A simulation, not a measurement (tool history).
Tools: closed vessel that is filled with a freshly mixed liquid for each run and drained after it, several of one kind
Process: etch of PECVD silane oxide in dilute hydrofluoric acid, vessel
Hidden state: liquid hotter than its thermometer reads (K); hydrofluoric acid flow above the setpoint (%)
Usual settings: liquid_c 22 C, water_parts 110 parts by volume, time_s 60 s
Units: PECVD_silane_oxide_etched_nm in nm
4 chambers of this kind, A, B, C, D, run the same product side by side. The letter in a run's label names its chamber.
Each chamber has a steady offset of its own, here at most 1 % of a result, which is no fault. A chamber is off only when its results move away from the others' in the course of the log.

| run | day | liquid_c | water_parts | time_s | hours since the thermometer was replaced | hours since the hydrofluoric acid flow meter was replaced | read-back film thickness of the PECVD silane oxide reference wafer, read on the same gauge (nm) | PECVD_silane_oxide_etched_nm |
|---|---|---|---|---|---|---|---|---|
| 1D | 0.446 | 22 | 110 | 60 | 678.5 | 613.1 | 149.99 | 11.584 |
| 2B | 0.833 | 22 | 110 | 60 | 98.3 | 807.9 | 149.98 | 11.545 |
| 3A | 1.396 | 22 | 110 | 60 | 1671 | 715.4 | 150.01 | 11.81 |
| 4C | 1.958 | 22 | 110 | 60 | 484.7 | 596.5 | 150.03 | 11.902 |
| 5B | 2.396 | 22 | 65 | 50 | 135.8 | 845.4 | 149.99 | 17.684 |
| 6C | 2.892 | 22 | 65 | 50 | 507.1 | 618.9 | 150.04 | 17.349 |
| 7A | 3.171 | 22 | 65 | 50 | 1713.6 | 758 | 150 | 17.585 |
| 8D | 3.779 | 22 | 65 | 50 | 758.5 | 693.1 | 149.99 | 17.531 |
| 9B | 4.4 | 22 | 110 | 60 | 183.9 | 893.5 | 150.03 | 11.753 |
|  | 4.792 | chamber A: hydrofluoric acid flow meter replaced |
| 10D | 4.962 | 22 | 110 | 60 | 786.9 | 721.5 | 150.03 | 11.824 |
| 11C | 5.246 | 25 | 110 | 60 | 563.6 | 675.4 | 150.01 | 13.239 |
| 12A | 5.854 | 25 | 110 | 60 | 1778 | 25.6 | 149.96 | 13.431 |
| 13B | 6.212 | 25 | 110 | 60 | 227.4 | 937 | 150.06 | 13.141 |
| 14A | 6.604 | 25 | 110 | 60 | 1796 | 43.6 | 149.98 | 13.489 |
| 15D | 7.233 | 22 | 110 | 60 | 841.4 | 776 | 150.03 | 11.708 |
| 16C | 7.554 | 22 | 110 | 60 | 619 | 730.8 | 149.99 | 11.983 |
| 17C | 7.979 | 22 | 110 | 60 | 629.2 | 741 | 150.01 | 11.967 |
| 18B | 8.592 | 22 | 110 | 60 | 284.5 | 994.1 | 150 | 11.87 |
| 19D | 9.208 | 22 | 110 | 60 | 888.8 | 823.4 | 150.03 | 11.696 |
| 20A | 9.767 | 22 | 110 | 60 | 1871.9 | 119.5 | 149.96 | 11.91 |
| 21C | 10.096 | 22 | 110 | 60 | 680 | 791.8 | 149.98 | 12.148 |
| 22B | 10.625 | 22 | 110 | 60 | 333.3 | 1042.9 | 149.98 | 11.818 |
|  | 10.762 | chamber A: thermometer replaced |
| 23D | 11.129 | 22 | 110 | 60 | 934.9 | 869.5 | 149.99 | 11.527 |
| 24A | 11.667 | 22 | 110 | 60 | 21.7 | 165.1 | 150.03 | 11.827 |
| 25A | 12.125 | 22 | 110 | 60 | 32.7 | 176.1 | 149.96 | 11.746 |
| 26C | 12.562 | 19.5 | 110 | 60 | 739.2 | 851 | 149.98 | 11.177 |
| 27B | 13.142 | 19.5 | 110 | 60 | 393.7 | 1103.3 | 149.99 | 10.707 |
| 28D | 13.671 | 19.5 | 110 | 60 | 995.9 | 930.5 | 150 | 10.486 |
| 29B | 13.962 | 19.5 | 110 | 60 | 413.4 | 1123 | 150.02 | 10.622 |
| 30A | 14.504 | 22 | 110 | 60 | 89.8 | 233.2 | 149.97 | 11.864 |
| 31D | 14.883 | 22 | 110 | 60 | 1025 | 959.6 | 149.98 | 11.641 |
| 32C | 15.458 | 22 | 110 | 60 | 808.7 | 920.5 | 150.01 | 12.511 |
| 33C | 15.854 | 22 | 110 | 60 | 818.2 | 930 | 150 | 12.608 |
| 34D | 16.392 | 22 | 110 | 60 | 1061.2 | 995.8 | 150.03 | 11.619 |
| 35A | 16.692 | 22 | 110 | 60 | 142.3 | 285.7 | 149.97 | 11.916 |
| 36B | 16.967 | 22 | 110 | 60 | 485.5 | 1195.1 | 150.02 | 11.716 |
| 37B | 17.508 | 22 | 110 | 60 | 498.5 | 1208.1 | 149.99 | 11.623 |
| 38C | 18.129 | 22 | 110 | 60 | 872.8 | 984.6 | 149.99 | 12.957 |
| 39D | 18.667 | 22 | 110 | 60 | 1115.8 | 1050.4 | 150 | 11.644 |
| 40A | 19.233 | 22 | 110 | 60 | 203.3 | 346.7 | 149.99 | 11.857 |
| 41B | 19.604 | 22 | 145 | 35 | 548.8 | 1258.4 | 149.99 | 5.0449 |
| 42A | 20.175 | 22 | 145 | 35 | 225.9 | 369.3 | 149.97 | 5.0475 |

What goes on in this fleet: one chamber off, a drifting gauge, or nothing beyond the chambers' own small offsets? Name the chamber and the cause, if any.

Chamber C drifts away from the others.
Cause: hydrofluoric acid flow above the setpoint (%) = 9.37.
The log may not tell that from: liquid hotter than its thermometer reads (K).

Here are 4 candidates for chamber C's next run, each the usual settings with a change, their results left as question marks. Which one brings its results back in line with what the others give on the usual settings?
In line means no further than this from the other chambers' mean on the usual settings: PECVD_silane_oxide_etched_nm 0.32 nm
| 43C-1 | 20.633 | 22 | 120 | 60 |  |  |  | ? |
| 43C-2 | 20.633 | 23.5 | 110 | 60 |  |  |  | ? |
| 43C-3 | 20.633 | 22 | 100 | 60 |  |  |  | ? |
| 43C-4 | 20.633 | 22 | 115 | 60 |  |  |  | ? |

The other chambers' mean on the usual settings: PECVD_silane_oxide_etched_nm 11.773 nm
| run | PECVD_silane_oxide_etched_nm |
|---|---|
| 43C-1 | 11.904 |
| 43C-2 | 13.94 |
| 43C-3 | 14.585 |
| 43C-4 | 12.486 |
43C-1 brings the chamber back in line.

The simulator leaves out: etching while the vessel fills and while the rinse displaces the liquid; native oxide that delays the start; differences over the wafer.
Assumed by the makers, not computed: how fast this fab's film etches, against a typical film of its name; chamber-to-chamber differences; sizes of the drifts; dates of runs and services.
